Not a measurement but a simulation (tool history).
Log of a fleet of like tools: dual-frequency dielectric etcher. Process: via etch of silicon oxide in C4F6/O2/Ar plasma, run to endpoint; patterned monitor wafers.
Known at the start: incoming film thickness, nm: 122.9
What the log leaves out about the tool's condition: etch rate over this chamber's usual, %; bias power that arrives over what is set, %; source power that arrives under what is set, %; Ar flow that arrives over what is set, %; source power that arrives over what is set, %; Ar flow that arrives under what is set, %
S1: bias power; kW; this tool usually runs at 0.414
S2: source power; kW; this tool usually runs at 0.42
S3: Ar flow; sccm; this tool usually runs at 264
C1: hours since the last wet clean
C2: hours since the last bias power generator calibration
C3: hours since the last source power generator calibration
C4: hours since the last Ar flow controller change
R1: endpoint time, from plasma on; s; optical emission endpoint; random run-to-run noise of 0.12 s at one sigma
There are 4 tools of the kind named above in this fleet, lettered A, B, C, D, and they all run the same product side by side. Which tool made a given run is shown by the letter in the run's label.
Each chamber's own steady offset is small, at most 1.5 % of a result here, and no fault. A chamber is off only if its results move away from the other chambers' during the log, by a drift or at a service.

run   hour     S1    S2   S3     C1      C2      C3      C4      R1
 1C    4.4  0.414  0.42  264  225.2  1025.6  1018.3  2173.4  28.535
 2A   11.6  0.414  0.42  264  128.6    2028  1617.5   707.1  28.143
 3B     15  0.414  0.42  264   74.5  1011.8    1154  3033.4  28.073
 4D   22.5  0.414  0.42  264  418.2  1500.7  1211.3   864.8  27.974
 5A   26.1  0.414  0.42  264  143.1  2042.5    1632   721.6  28.058
 6D   32.3  0.414  0.42  264    428  1510.5  1221.1   874.6  28.144
 7B   36.4  0.414  0.42  264   95.9  1033.2  1175.4  3054.8  27.873
 8C   40.3  0.414  0.42  264  261.1  1061.5  1054.2  2209.3  28.464
 9D   44.7  0.414  0.42  264  440.4  1522.9  1233.5     887  28.105
10A   52.1  0.414  0.42  264  169.1  2068.5    1658   747.6  28.284
11B   57.1  0.414  0.42  264  116.6  1053.9  1196.1  3075.5  27.977
12C   62.9  0.414  0.42  264  283.7  1084.1  1076.8  2231.9  28.474
13D   68.8  0.414  0.42  264  464.5    1547  1257.6   911.1  27.947
14C   74.8  0.414  0.42  292  295.6    1096  1088.7  2243.8  28.776
15A   81.5  0.414  0.42  292  198.5  2097.9  1687.4     777  28.255
16B   85.4  0.414  0.42  292  144.9  1082.2  1224.4  3103.8  28.209
17A   90.5  0.414  0.42  292  207.5  2106.9  1696.4     786  28.495
18B     96  0.414  0.42  212  155.5  1092.8    1235  3114.4  27.331
19D  101.4  0.414  0.42  212  497.1  1579.6  1290.2   943.7  27.163
20C  108.6  0.414  0.42  212  329.4  1129.8  1122.5  2277.6  27.764
21B  114.1  0.414  0.42  212  173.6  1110.9  1253.1  3132.5  27.326
     116.4  -- chamber D: wet clean of the chamber
22D  121.3  0.414  0.42  264      5  1599.5  1310.1   963.6  27.983
23A  127.6  0.414  0.42  264  244.6    2144  1733.5   823.1  27.746
24C  134.7  0.414  0.42  264  355.5  1155.9  1148.6  2303.7  28.514
25C    142  0.414  0.42  264  362.8  1163.2  1155.9    2311  28.319
     144.3  -- chamber C: wet clean of the chamber
26B  148.2  0.414  0.42  264  207.7    1145  1287.2  3166.6  27.877
27D  154.5  0.414  0.42  264   38.2  1632.7  1343.3   996.8  28.092
28A  158.2  0.414  0.42  264  275.2  2174.6  1764.1   853.7  27.507
29B  162.7  0.414  0.42  264  222.2  1159.5  1301.7  3181.1  27.934
30C  167.9  0.414  0.42  313   23.7  1189.1  1181.8  2336.9  29.022
31A  172.4  0.414  0.42  313  289.4  2188.8  1778.3   867.9  28.046
32D  178.6  0.414  0.42  313   62.3  1656.8  1367.4  1020.9  28.707
33C  186.4  0.414  0.42  313   42.2  1207.6  1200.3  2355.4  29.051
34D  191.1  0.414  0.42  264   74.8  1669.3  1379.9  1033.4  28.019
35B  196.7  0.414  0.42  264  256.2  1193.5  1335.7  3215.1  27.852
36A  201.5  0.414  0.42  264  318.5  2217.9  1807.4     897  27.143
37C  208.6  0.326  0.42  287   64.4  1229.8  1222.5  2377.6  31.216
38A  214.5  0.326  0.42  287  331.5  2230.9  1820.4     910  29.663
39B  218.4  0.326  0.42  287  277.9  1215.2  1357.4  3236.8  30.729
40D  225.9  0.326  0.42  287  109.6  1704.1  1414.7  1068.2  30.811
41C  229.8  0.414  0.42  264   85.6    1251  1243.7  2398.8  28.351

Is one chamber out of step, is the gauge drifting, or do the chambers differ by no more than their own small offsets? For an off chamber, give its letter and the likeliest cause.

One chamber, A, drifts off from the rest bit by bit.
What lies behind it: etch rate over this chamber's usual, % = 5.43.

Below are 4 candidate recipes for chamber A's next run, each the usual settings with a change, their results shown as question marks. Which of them brings A's results back in line with what the other chambers give on the usual settings?
In-line tolerance around the mean of the other chambers on the usual settings: R1 0.43 s
42A-1  235.4  0.414  0.47  254                   ?
42A-2  235.4  0.414   0.4  268                   ?
42A-3  235.4  0.425  0.43  262                   ?
42A-4  235.4  0.387   0.4  269                   ?

Other chambers, usual settings, mean: R1 28.115 s
  run      R1
42A-1   25.61
42A-2  27.354
42A-3  26.307
42A-4  28.053
With 42A-4, the chamber falls back in line with the rest.

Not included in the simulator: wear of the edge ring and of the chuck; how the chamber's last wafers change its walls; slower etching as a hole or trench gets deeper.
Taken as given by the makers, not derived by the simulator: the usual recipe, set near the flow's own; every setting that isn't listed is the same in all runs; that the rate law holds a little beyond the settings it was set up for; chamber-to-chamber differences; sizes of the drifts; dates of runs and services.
